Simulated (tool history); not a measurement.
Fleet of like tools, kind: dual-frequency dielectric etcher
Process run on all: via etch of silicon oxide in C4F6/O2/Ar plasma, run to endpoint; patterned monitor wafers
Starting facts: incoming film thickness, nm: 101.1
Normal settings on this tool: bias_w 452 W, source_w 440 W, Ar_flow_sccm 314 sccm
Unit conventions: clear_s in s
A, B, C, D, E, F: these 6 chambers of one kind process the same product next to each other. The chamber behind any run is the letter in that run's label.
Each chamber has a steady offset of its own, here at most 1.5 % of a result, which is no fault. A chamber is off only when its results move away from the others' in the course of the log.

run,hour,bias_w,source_w,Ar_flow_sccm,hours since the last wet clean,hours since the last bias power generator calibration,hours since the last source power generator calibration,hours since the last Ar flow controller change,clear_s
1B,8.3,452,440,314,240.4,1674.6,1331.6,559.9,22.76
2A,18.1,452,440,314,125.5,3485.8,3029.9,1235.3,22.133
# hour 18.8: chamber A: source power generator calibrated
3C,23.6,452,440,314,264.9,873.8,426.9,1783.1,22.287
4D,32.2,452,440,314,426.1,2819.4,199.3,1370.2,22.386
5F,37.3,452,440,314,68.3,2420.4,467,4361.8,22.427
6E,43.2,452,440,314,226.7,2276.3,1599.8,2000.7,22.303
7C,52.3,546,480,314,293.6,902.5,455.6,1811.8,20.257
8F,58.4,546,480,314,89.4,2441.5,488.1,4382.9,20.292
9E,67.6,546,480,314,251.1,2300.7,1624.2,2025.1,20.377
10B,72.3,546,480,314,304.4,1738.6,1395.6,623.9,20.272
11A,77.6,546,480,314,185,3545.3,58.8,1294.8,19.724
12D,84.6,546,480,314,478.5,2871.8,251.7,1422.6,20.211
13A,90.3,378,440,314,197.7,3558,71.5,1307.5,23.638
14C,98.7,378,440,314,340,948.9,502,1858.2,23.926
15D,108.4,378,440,314,502.3,2895.6,275.5,1446.4,23.873
16E,116.9,378,440,314,300.4,2350,1673.5,2074.4,23.948
# hour 119.2: chamber B: wet clean of the chamber
17F,124.5,378,440,314,155.5,2507.6,554.2,4449,23.736
18B,130.6,378,440,314,11.5,1796.9,1453.9,682.2,23.993
19A,136.2,452,440,314,243.6,3603.9,117.4,1353.4,21.852
20F,140.8,452,380,314,171.8,2523.9,570.5,4465.3,23.692
21D,150,452,380,314,543.9,2937.2,317.1,1488,23.64
22B,160.4,452,380,314,41.3,1826.7,1483.7,712,24.043
23E,166.3,452,380,314,349.8,2399.4,1722.9,2123.8,23.442
24C,173,452,380,314,414.3,1023.2,576.3,1932.5,23.432
25D,182.8,452,380,314,576.7,2970,349.9,1520.8,23.647
26F,189,452,440,314,220,2572.1,618.7,4513.5,22.426
27B,193.6,452,440,314,74.5,1859.9,1516.9,745.2,22.555
# hour 194.3: chamber D: wet clean of the chamber
28E,202.9,452,440,314,386.4,2436,1759.5,2160.4,22.341
29C,213.2,452,330,314,454.5,1063.4,616.5,1972.7,24.201
30A,223,452,330,314,330.4,3690.7,204.2,1440.2,24.631
31D,228.8,452,330,314,34.6,3016,395.9,1566.8,24.552
32B,237.7,452,330,314,118.6,1904,1561,789.3,25.115
33C,244.4,452,330,314,485.7,1094.6,647.7,2003.9,24.116
34A,253.1,452,330,314,360.5,3720.8,234.3,1470.3,24.486
35E,261.1,452,440,314,444.6,2494.2,1817.7,2218.6,22.55
36F,268.5,452,440,314,299.5,2651.6,698.2,4593,22.396
37D,277.3,452,440,314,83.1,3064.5,444.4,1615.3,22.52
38A,284.4,452,440,314,391.8,3752.1,265.6,1501.6,22.001

One chamber off, gauge drift, or nothing amiss beyond the chambers' own small offsets? If it is a chamber, which one, and what is the likeliest cause?

It is chamber C that slowly wanders off from its peers.
Likeliest cause: etch rate over this chamber's usual, % = 5.12.

Here are 4 candidates for chamber C's next run, each the usual settings with a change, their results left as question marks. Which one brings its results back in line with what the others give on the usual settings?
In line means no further than this from the other chambers' mean on the usual settings: clear_s 0.36 s
39C-1,292,519,510,314,,,,,?
39C-2,292,452,340,335,,,,,?
39C-3,292,452,500,314,,,,,?
39C-4,292,424,410,320,,,,,?

On the usual settings, the other chambers give on average: clear_s 22.374 s
run,clear_s
39C-1,19.159
39C-2,23.645
39C-3,20.311
39C-4,22.45
Change 39C-4 lands the chamber within the allowed miss of the other chambers.
